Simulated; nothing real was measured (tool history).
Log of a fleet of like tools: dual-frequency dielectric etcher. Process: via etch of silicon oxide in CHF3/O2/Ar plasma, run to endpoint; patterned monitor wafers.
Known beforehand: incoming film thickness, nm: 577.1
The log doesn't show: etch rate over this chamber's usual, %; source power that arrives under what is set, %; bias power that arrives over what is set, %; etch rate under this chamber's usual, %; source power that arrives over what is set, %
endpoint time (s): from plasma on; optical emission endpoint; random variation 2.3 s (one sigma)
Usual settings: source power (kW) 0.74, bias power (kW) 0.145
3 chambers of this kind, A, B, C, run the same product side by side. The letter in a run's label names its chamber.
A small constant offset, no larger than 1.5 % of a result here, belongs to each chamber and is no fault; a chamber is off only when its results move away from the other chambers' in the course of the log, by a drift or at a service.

run   hour  source power (kW)  bias power (kW)  hours since the last wet clean  hours since the last source power generator calibration  hours since the last bias power generator calibration  endpoint time (s)
 1B   11.2               0.74            0.145                           238.7                                                    929.1                                                 1772.1             290.95
 2A   20.3               0.74            0.145                           101.5                                                     2582                                                 2051.3             294.36
 3C   28.2               0.74            0.145                             142                                                   2874.6                                                 2683.2             290.36
 4A   35.6               0.74            0.145                           116.8                                                   2597.3                                                 2066.6             295.01
 5B   44.3               0.74            0.145                           271.8                                                    962.2                                                 1805.2             286.71
 6C   51.7               0.74            0.145                           165.5                                                   2898.1                                                 2706.7             291.72
 7C   65.3               0.74            0.145                           179.1                                                   2911.7                                                 2720.3             292.07
 8A   77.1               0.74            0.145                           158.3                                                   2638.8                                                 2108.1             294.44
 9B   83.8               0.74            0.145                           311.3                                                   1001.7                                                 1844.7             289.34
10B   95.6               0.74            0.145                           323.1                                                   1013.5                                                 1856.5             285.14
11C    109               0.74            0.145                           222.8                                                   2955.4                                                   2764             290.93
12A  120.2               0.74            0.145                           201.4                                                   2681.9                                                 2151.2             294.49
13A  132.4               0.74            0.145                           213.6                                                   2694.1                                                 2163.4              294.3
14C  140.7               0.74            0.145                           254.5                                                   2987.1                                                 2795.7             290.78
15B  153.4               0.82            0.145                           380.9                                                   1071.3                                                 1914.3             280.54
16C  166.8               0.82            0.145                           280.6                                                   3013.2                                                 2821.8             279.88
17B  173.1               0.82            0.145                           400.6                                                     1091                                                   1934             279.36
18A  185.1               0.74            0.145                           266.3                                                   2746.8                                                 2216.1             295.85
19A  191.9               0.74            0.145                           273.1                                                   2753.6                                                 2222.9             295.24
20C  202.4               0.74            0.145                           316.2                                                   3048.8                                                 2857.4              288.7
21B  209.8               0.74            0.145                           437.3                                                   1127.7                                                 1970.7             289.01
22A    221               0.74            0.145                           302.2                                                   2782.7                                                   2252             292.31
23B  228.9               0.82            0.158                           456.4                                                   1146.8                                                 1989.8             272.35
24C  242.9               0.82            0.158                           356.7                                                   3089.3                                                 2897.9             272.49

Predict what each chamber gives when all 3 of them run the settings below next.
25A  253.4               0.64            0.145                                                                                                                                                                  ?
25B  253.4               0.64            0.145                                                                                                                                                                  ?
25C  253.4               0.64            0.145                                                                                                                                                                  ?

run  endpoint time (s)
25A             315.68
25B             304.05
25C             307.74
